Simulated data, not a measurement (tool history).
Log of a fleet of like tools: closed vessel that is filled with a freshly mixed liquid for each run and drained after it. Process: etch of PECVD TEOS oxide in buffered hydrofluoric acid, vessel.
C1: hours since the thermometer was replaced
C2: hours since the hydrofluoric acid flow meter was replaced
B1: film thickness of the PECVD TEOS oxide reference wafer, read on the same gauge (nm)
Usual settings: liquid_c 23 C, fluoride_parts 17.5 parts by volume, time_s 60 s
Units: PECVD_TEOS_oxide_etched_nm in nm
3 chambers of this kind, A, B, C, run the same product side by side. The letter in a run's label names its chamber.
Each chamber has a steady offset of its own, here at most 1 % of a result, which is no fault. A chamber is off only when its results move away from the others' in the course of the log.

run 1C hour=11.8 | liquid_c=23 fluoride_parts=17.5 time_s=60 | C1=432.1 C2=1255 | B1=80.026 | PECVD_TEOS_oxide_etched_nm=45.922
run 2B hour=21.9 | liquid_c=23 fluoride_parts=17.5 time_s=60 | C1=253.1 C2=391 | B1=80.01 | PECVD_TEOS_oxide_etched_nm=45.968
-- hour=24 chamber C: thermometer replaced
run 3A hour=28.7 | liquid_c=23 fluoride_parts=17.5 time_s=60 | C1=66.6 C2=607.7 | B1=80.001 | PECVD_TEOS_oxide_etched_nm=45.243
run 4B hour=38.3 | liquid_c=23 fluoride_parts=17.5 time_s=60 | C1=269.5 C2=407.4 | B1=80.042 | PECVD_TEOS_oxide_etched_nm=45.613
-- hour=41.9 chamber C: hydrofluoric acid flow meter replaced
run 5A hour=48.3 | liquid_c=23 fluoride_parts=17.5 time_s=60 | C1=86.2 C2=627.3 | B1=80.001 | PECVD_TEOS_oxide_etched_nm=45.416
run 6C hour=59.2 | liquid_c=23 fluoride_parts=17.5 time_s=60 | C1=35.2 C2=17.4 | B1=80.006 | PECVD_TEOS_oxide_etched_nm=45.934
run 7C hour=71.4 | liquid_c=23 fluoride_parts=17.5 time_s=60 | C1=47.4 C2=29.6 | B1=79.985 | PECVD_TEOS_oxide_etched_nm=46.073
run 8B hour=77.2 | liquid_c=23 fluoride_parts=17.5 time_s=60 | C1=308.4 C2=446.3 | B1=79.989 | PECVD_TEOS_oxide_etched_nm=45.818
run 9A hour=84.6 | liquid_c=23 fluoride_parts=17.5 time_s=60 | C1=122.5 C2=663.6 | B1=80.024 | PECVD_TEOS_oxide_etched_nm=45.719
run 10B hour=96.9 | liquid_c=23 fluoride_parts=22.5 time_s=40 | C1=328.1 C2=466 | B1=80.019 | PECVD_TEOS_oxide_etched_nm=25.199
run 11C hour=102.5 | liquid_c=23 fluoride_parts=22.5 time_s=40 | C1=78.5 C2=60.7 | B1=80.025 | PECVD_TEOS_oxide_etched_nm=24.942
run 12A hour=112.9 | liquid_c=23 fluoride_parts=22.5 time_s=40 | C1=150.8 C2=691.9 | B1=79.977 | PECVD_TEOS_oxide_etched_nm=24.621
run 13B hour=125.1 | liquid_c=23 fluoride_parts=17.5 time_s=60 | C1=356.3 C2=494.2 | B1=79.99 | PECVD_TEOS_oxide_etched_nm=47.608
run 14C hour=135.1 | liquid_c=23 fluoride_parts=17.5 time_s=60 | C1=111.1 C2=93.3 | B1=79.988 | PECVD_TEOS_oxide_etched_nm=46.051
run 15A hour=142.6 | liquid_c=23 fluoride_parts=17.5 time_s=60 | C1=180.5 C2=721.6 | B1=80.004 | PECVD_TEOS_oxide_etched_nm=45.519
run 16B hour=151 | liquid_c=23 fluoride_parts=17.5 time_s=60 | C1=382.2 C2=520.1 | B1=80 | PECVD_TEOS_oxide_etched_nm=48.537
run 17C hour=162.1 | liquid_c=23 fluoride_parts=17.5 time_s=60 | C1=138.1 C2=120.3 | B1=80.013 | PECVD_TEOS_oxide_etched_nm=46.431
run 18A hour=169.3 | liquid_c=23 fluoride_parts=17.5 time_s=60 | C1=207.2 C2=748.3 | B1=80 | PECVD_TEOS_oxide_etched_nm=46.215
run 19A hour=175.2 | liquid_c=23 fluoride_parts=17.5 time_s=60 | C1=213.1 C2=754.2 | B1=80.002 | PECVD_TEOS_oxide_etched_nm=45.399
run 20C hour=182.6 | liquid_c=23 fluoride_parts=17.5 time_s=60 | C1=158.6 C2=140.8 | B1=80.012 | PECVD_TEOS_oxide_etched_nm=45.902
run 21B hour=191.2 | liquid_c=23 fluoride_parts=17.5 time_s=60 | C1=422.4 C2=560.3 | B1=80.013 | PECVD_TEOS_oxide_etched_nm=49.983
run 22A hour=202.3 | liquid_c=23 fluoride_parts=17.5 time_s=60 | C1=240.2 C2=781.3 | B1=80.013 | PECVD_TEOS_oxide_etched_nm=45.363

Next, every chamber runs the same settings. What will each give?
run 23A hour=211.4 | liquid_c=19 fluoride_parts=17.5 time_s=60 | PECVD_TEOS_oxide_etched_nm=?
run 23B hour=211.4 | liquid_c=19 fluoride_parts=17.5 time_s=60 | PECVD_TEOS_oxide_etched_nm=?
run 23C hour=211.4 | liquid_c=19 fluoride_parts=17.5 time_s=60 | PECVD_TEOS_oxide_etched_nm=?

run=23A PECVD_TEOS_oxide_etched_nm=36.112
run=23B PECVD_TEOS_oxide_etched_nm=39.847
run=23C PECVD_TEOS_oxide_etched_nm=36.729

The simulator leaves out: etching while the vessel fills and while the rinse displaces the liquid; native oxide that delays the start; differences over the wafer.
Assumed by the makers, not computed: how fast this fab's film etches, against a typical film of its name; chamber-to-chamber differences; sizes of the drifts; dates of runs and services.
